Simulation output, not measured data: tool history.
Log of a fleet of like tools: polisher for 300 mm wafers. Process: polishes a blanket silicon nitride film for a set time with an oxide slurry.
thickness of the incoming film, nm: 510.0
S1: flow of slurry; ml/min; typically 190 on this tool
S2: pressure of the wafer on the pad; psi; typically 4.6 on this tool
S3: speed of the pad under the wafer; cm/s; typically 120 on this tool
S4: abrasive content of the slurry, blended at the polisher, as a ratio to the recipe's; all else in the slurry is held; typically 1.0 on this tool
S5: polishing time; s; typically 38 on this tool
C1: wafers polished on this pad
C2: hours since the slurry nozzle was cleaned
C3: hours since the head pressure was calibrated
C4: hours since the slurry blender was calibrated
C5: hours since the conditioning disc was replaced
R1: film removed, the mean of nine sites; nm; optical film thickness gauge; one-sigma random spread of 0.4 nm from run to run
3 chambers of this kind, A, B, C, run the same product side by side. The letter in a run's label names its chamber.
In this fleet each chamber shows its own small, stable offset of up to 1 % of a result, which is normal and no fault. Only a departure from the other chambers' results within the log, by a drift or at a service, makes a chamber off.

run   hour   S1   S2   S3   S4  S5    C1     C2     C3     C4     C5      R1
       5.8  -- chamber B: slurry blender recalibrated
 1C   11.3  190  4.6  120  1.0  38   376  389.4  207.4   42.9  123.4  39.941
      22.5  -- chamber B: worn pad replaced by a new one
 2A   25.0  190  4.6  120  1.0  38   341  347.4  643.2   74.5  239.4  40.643
 3B   34.5  190  4.6  120  1.0  38   124  437.3  616.8   28.7  143.8  40.809
 4B   48.0  190  4.6  120  1.0  38   263  450.8  630.3   42.2  157.3  39.580
      51.7  -- chamber A: slurry blender recalibrated
 5A   55.2  190  4.6  120  1.0  38   652  377.6  673.4    3.5  269.6  40.806
      57.8  -- chamber C: worn pad replaced by a new one
      63.1  -- chamber B: conditioning disc replaced and pad reconditioned
 6C   66.1  190  4.6  120  1.0  38    85  444.2  262.2   97.7  178.2  40.339
 7B   74.4  190  4.6  120  1.0  38   534  477.2  656.7   68.6   11.4  39.721
      83.1  -- chamber A: head pressure recalibrated
 8C   87.7  190  4.6  120  1.0  38   307  465.8  283.8  119.3  199.8  40.277
 9A   98.1  190  4.6  120  1.0  38  1093  420.5   15.1   46.4  312.5  39.944
      99.9  -- chamber B: worn pad replaced by a new one
10B  104.7  190  4.6  154  1.0  32    50  507.5  687.0   98.9   41.7  41.187
11A  111.2  190  4.6  154  1.0  32  1228  433.6   28.2   59.5  325.6  41.909
12C  126.1  190  4.6  154  1.0  32   702  504.2  322.2  157.7  238.2  41.382
     128.1  -- chamber A: worn pad replaced by a new one
     130.6  -- chamber C: worn pad replaced by a new one
13C  135.7  190  4.6  120  1.0  38    52  513.8  331.8  167.3  247.8  40.051
14B  149.1  190  5.9  120  1.0  38   507  551.9  731.4  143.3   86.1  51.469
15A  155.9  190  5.9  120  1.0  38   286  478.3   72.9  104.2  370.3  52.975
     164.0  -- chamber A: slurry blender recalibrated
16B  170.7  190  5.9  120  1.0  38   729  573.5  753.0  164.9  107.7  51.878
     170.8  -- chamber B: slurry blender recalibrated
17A  184.7  190  4.6  120  1.0  38   582  507.1  101.7   20.8  399.1  40.399
     184.8  -- chamber C: slurry nozzle cleaned
     193.4  -- chamber A: slurry nozzle cleaned
18C  196.5  190  4.6  120  1.0  38   678   11.7  392.6  228.1  308.6  40.919
     197.1  -- chamber C: worn pad replaced by a new one
     201.3  -- chamber B: worn pad replaced by a new one
     204.0  -- chamber B: conditioning disc replaced and pad reconditioned
19A  206.6  190  4.6  120  1.0  38   808   13.3  123.6   42.7  421.0  40.580
20C  218.0  190  4.6  120  1.0  38   215   33.2  414.1  249.6  330.1  40.752
21B  228.4  190  4.6  120  1.0  38   279  631.2  810.7   57.6   24.4  40.187
22C  235.1  190  4.6  120  1.0  38   391   50.3  431.2  266.7  347.2  40.707
23B  243.5  190  4.6  120  1.0  38   435  646.3  825.8   72.7   39.5  40.154
     247.9  -- chamber A: worn pad replaced by a new one
24A  256.2  190  4.6  120  1.0  38    85   62.9  173.2   92.3  470.6  40.935
     258.5  -- chamber A: conditioning disc replaced and pad reconditioned
25A  264.5  190  4.6  120  1.0  38   171   71.2  181.5  100.6    6.1  41.693
     270.6  -- chamber C: worn pad replaced by a new one
26B  274.5  190  4.6  120  1.0  38   753  677.3  856.8  103.7   70.5  39.822
     274.8  -- chamber A: slurry blender recalibrated
     283.6  -- chamber C: slurry blender recalibrated
27C  285.0  190  4.6  120  1.0  38   149  100.2  481.1    1.5  397.1  40.508
     291.7  -- chamber B: worn pad replaced by a new one
28A  297.1  190  4.6  120  1.0  38   506  103.8  214.1   22.3   38.7  40.980
29B  305.9  190  4.6  120  1.0  38   146  708.7  888.2  135.1  101.9  39.382
30C  313.1  190  4.6  120  1.0  38   438  128.3  509.2   29.6  425.2  40.393
     315.5  -- chamber B: head pressure recalibrated
     316.2  -- chamber B: slurry blender recalibrated
31B  322.7  190  4.6  120  1.0  38   319  725.5    7.2    6.5  118.7  39.818
32A  336.8  190  4.6  136  0.7  38   915  143.5  253.8   62.0   78.4  38.001
     340.2  -- chamber C: worn pad replaced by a new one
33C  346.0  190  4.6  136  0.7  38    60  161.2  542.1   62.5  458.1  37.271
     349.3  -- chamber B: conditioning disc replaced and pad reconditioned
34A  353.0  190  4.6  136  0.7  38  1081  159.7  270.0   78.2   94.6  38.085
35B  361.2  190  4.6  120  1.0  38   715  764.0   45.7   45.0   12.0  40.593

Read the log: is a single chamber off, either drifting away or since a service, is the gauge that measures every chamber drifting, or is nothing wrong beyond small per-chamber offsets? Name any odd chamber and what most likely caused it.

Neither any chamber nor the gauge drifts; the chambers differ only by their own small, steady offsets.
